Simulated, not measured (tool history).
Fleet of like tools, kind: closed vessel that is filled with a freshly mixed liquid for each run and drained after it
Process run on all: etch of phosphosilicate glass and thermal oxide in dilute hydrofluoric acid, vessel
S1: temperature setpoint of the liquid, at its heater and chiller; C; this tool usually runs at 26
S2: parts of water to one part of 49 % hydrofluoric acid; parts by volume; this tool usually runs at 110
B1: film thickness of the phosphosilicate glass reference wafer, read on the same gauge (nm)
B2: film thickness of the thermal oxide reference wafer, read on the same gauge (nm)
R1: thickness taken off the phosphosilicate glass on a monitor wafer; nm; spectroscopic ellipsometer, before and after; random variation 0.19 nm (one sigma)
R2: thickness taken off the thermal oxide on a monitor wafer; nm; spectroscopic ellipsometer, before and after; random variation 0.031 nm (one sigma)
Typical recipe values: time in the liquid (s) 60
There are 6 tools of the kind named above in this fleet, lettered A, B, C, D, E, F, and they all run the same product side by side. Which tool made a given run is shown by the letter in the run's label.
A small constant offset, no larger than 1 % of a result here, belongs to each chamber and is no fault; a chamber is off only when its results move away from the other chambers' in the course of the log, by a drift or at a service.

Run 1A, hour 15.1: usual settings; B1 89.985; B2 30.01. Result: R1 36.09 nm, R2 2.6771 nm.
Run 2B, hour 29.5: usual settings; B1 90.053; B2 30.034. Result: R1 36.055 nm, R2 2.7526 nm.
Run 3E, hour 40.7: usual settings; B1 89.998; B2 30.003. Result: R1 36.063 nm, R2 2.7578 nm.
Run 4D, hour 49.4: usual settings; B1 90.005; B2 29.983. Result: R1 36.156 nm, R2 2.7593 nm.
At hour 59.2: chamber F: thermometer replaced.
Run 5F, hour 59.7: usual settings; B1 90.033; B2 29.97. Result: R1 36.434 nm, R2 2.7515 nm.
At hour 70: chamber A: hydrofluoric acid flow meter replaced.
Run 6C, hour 72.4: usual settings but time in the liquid (s) 75; B1 90.023; B2 30.003. Result: R1 45.358 nm, R2 3.3898 nm.
At hour 79.8: chamber B: hydrofluoric acid flow meter replaced.
Run 7E, hour 81: usual settings but time in the liquid (s) 75; B1 89.987; B2 29.964. Result: R1 44.69 nm, R2 3.3949 nm.
Run 8B, hour 92.4: usual settings but time in the liquid (s) 75; B1 89.992; B2 30.004. Result: R1 45.073 nm, R2 3.399 nm.
Run 9F, hour 103.2: usual settings but time in the liquid (s) 75; B1 90.005; B2 30.009. Result: R1 45.532 nm, R2 3.3759 nm.
Run 10C, hour 117.8: usual settings but time in the liquid (s) 75; B1 90.005; B2 30.003. Result: R1 45.3 nm, R2 3.3117 nm.
Run 11D, hour 127.1: usual settings but time in the liquid (s) 75; B1 89.979; B2 30.022. Result: R1 45.669 nm, R2 3.4718 nm.
Run 12A, hour 139: usual settings but time in the liquid (s) 30; B1 90.014; B2 30.032. Result: R1 17.966 nm, R2 1.3386 nm.
Run 13F, hour 146.1: usual settings but time in the liquid (s) 30; B1 90.049; B2 30.01. Result: R1 18.244 nm, R2 1.3535 nm.
Run 14E, hour 158.2: usual settings but time in the liquid (s) 30; B1 89.991; B2 30.015. Result: R1 18.12 nm, R2 1.3545 nm.
Run 15D, hour 167.8: usual settings but time in the liquid (s) 30; B1 90.026; B2 30.003. Result: R1 18.088 nm, R2 1.3783 nm.
Run 16C, hour 181.8: usual settings but time in the liquid (s) 30; B1 90.029; B2 29.99. Result: R1 18.357 nm, R2 1.3289 nm.
Run 17A, hour 189.4: usual settings but time in the liquid (s) 30; B1 90.033; B2 30.001. Result: R1 17.864 nm, R2 1.3537 nm.
Run 18B, hour 204.7: usual settings but S2 60 parts by volume; B1 90.028; B2 29.969. Result: R1 71.691 nm, R2 5.4593 nm.
Run 19B, hour 211.8: usual settings but S2 60 parts by volume; B1 90.015; B2 29.996. Result: R1 72.058 nm, R2 5.3215 nm.
Run 20F, hour 218.7: usual settings but S2 60 parts by volume; B1 89.985; B2 29.986. Result: R1 70.494 nm, R2 5.3772 nm.
Run 21E, hour 230.6: usual settings but S2 60 parts by volume; B1 90.019; B2 29.993. Result: R1 68.931 nm, R2 5.2205 nm.
Run 22C, hour 242.2: usual settings but S2 60 parts by volume; B1 90.017; B2 29.985. Result: R1 71.439 nm, R2 5.2188 nm.
Run 23A, hour 256.7: usual settings but S2 60 parts by volume; B1 89.979; B2 29.996. Result: R1 71.289 nm, R2 5.2753 nm.
Run 24D, hour 271.8: usual settings; B1 90.032; B2 30.007. Result: R1 36.476 nm, R2 2.7296 nm.
At hour 280.9: chamber A: thermometer replaced.
Run 25D, hour 283: usual settings but S2 85 parts by volume, time in the liquid (s) 85; B1 90.024; B2 29.967. Result: R1 69.007 nm, R2 5.279 nm.
Run 26A, hour 295.7: usual settings but S2 85 parts by volume, time in the liquid (s) 85; B1 89.968; B2 30.014. Result: R1 67.962 nm, R2 5.1447 nm.
Run 27E, hour 308: usual settings but S2 85 parts by volume, time in the liquid (s) 85; B1 89.978; B2 30.035. Result: R1 67.117 nm, R2 5.193 nm.
Run 28F, hour 321.7: usual settings but S2 85 parts by volume, time in the liquid (s) 85; B1 90.006; B2 30.007. Result: R1 69.101 nm, R2 5.0635 nm.
Run 29C, hour 334.4: usual settings but S2 85 parts by volume, time in the liquid (s) 85; B1 89.979; B2 29.995. Result: R1 69.083 nm, R2 5.0625 nm.
Run 30B, hour 344.7: usual settings but S2 85 parts by volume, time in the liquid (s) 85; B1 90.005; B2 30.043. Result: R1 68.797 nm, R2 5.1748 nm.
At hour 347: chamber C: thermometer replaced.
Run 31F, hour 356.7: usual settings; B1 89.994; B2 30.041. Result: R1 36.157 nm, R2 2.72 nm.
Run 32D, hour 366.8: usual settings; B1 90.016; B2 29.985. Result: R1 36.304 nm, R2 2.7454 nm.
Run 33C, hour 375.1: usual settings; B1 89.973; B2 29.961. Result: R1 36.64 nm, R2 2.7516 nm.
Run 34A, hour 382.3: usual settings; B1 90.045; B2 30.022. Result: R1 35.619 nm, R2 2.687 nm.
Run 35B, hour 392.7: usual settings; B1 90.019; B2 30.036. Result: R1 35.982 nm, R2 2.7603 nm.
Run 36E, hour 404.2: usual settings; B1 89.99; B2 30.005. Result: R1 35.937 nm, R2 2.7028 nm.
Run 37E, hour 413: usual settings; B1 89.974; B2 30.036. Result: R1 35.905 nm, R2 2.7103 nm.
Run 38F, hour 421.4: usual settings; B1 89.996; B2 30.02. Result: R1 36.345 nm, R2 2.6999 nm.
Run 39B, hour 435.3: usual settings; B1 90.022; B2 30.007. Result: R1 36.356 nm, R2 2.7297 nm.

Is one chamber out of step, is the gauge drifting, or do the chambers differ by no more than their own small offsets? For an off chamber, give its letter and the likeliest cause.

Neither any chamber nor the gauge drifts; the chambers differ only by their own small, steady offsets.
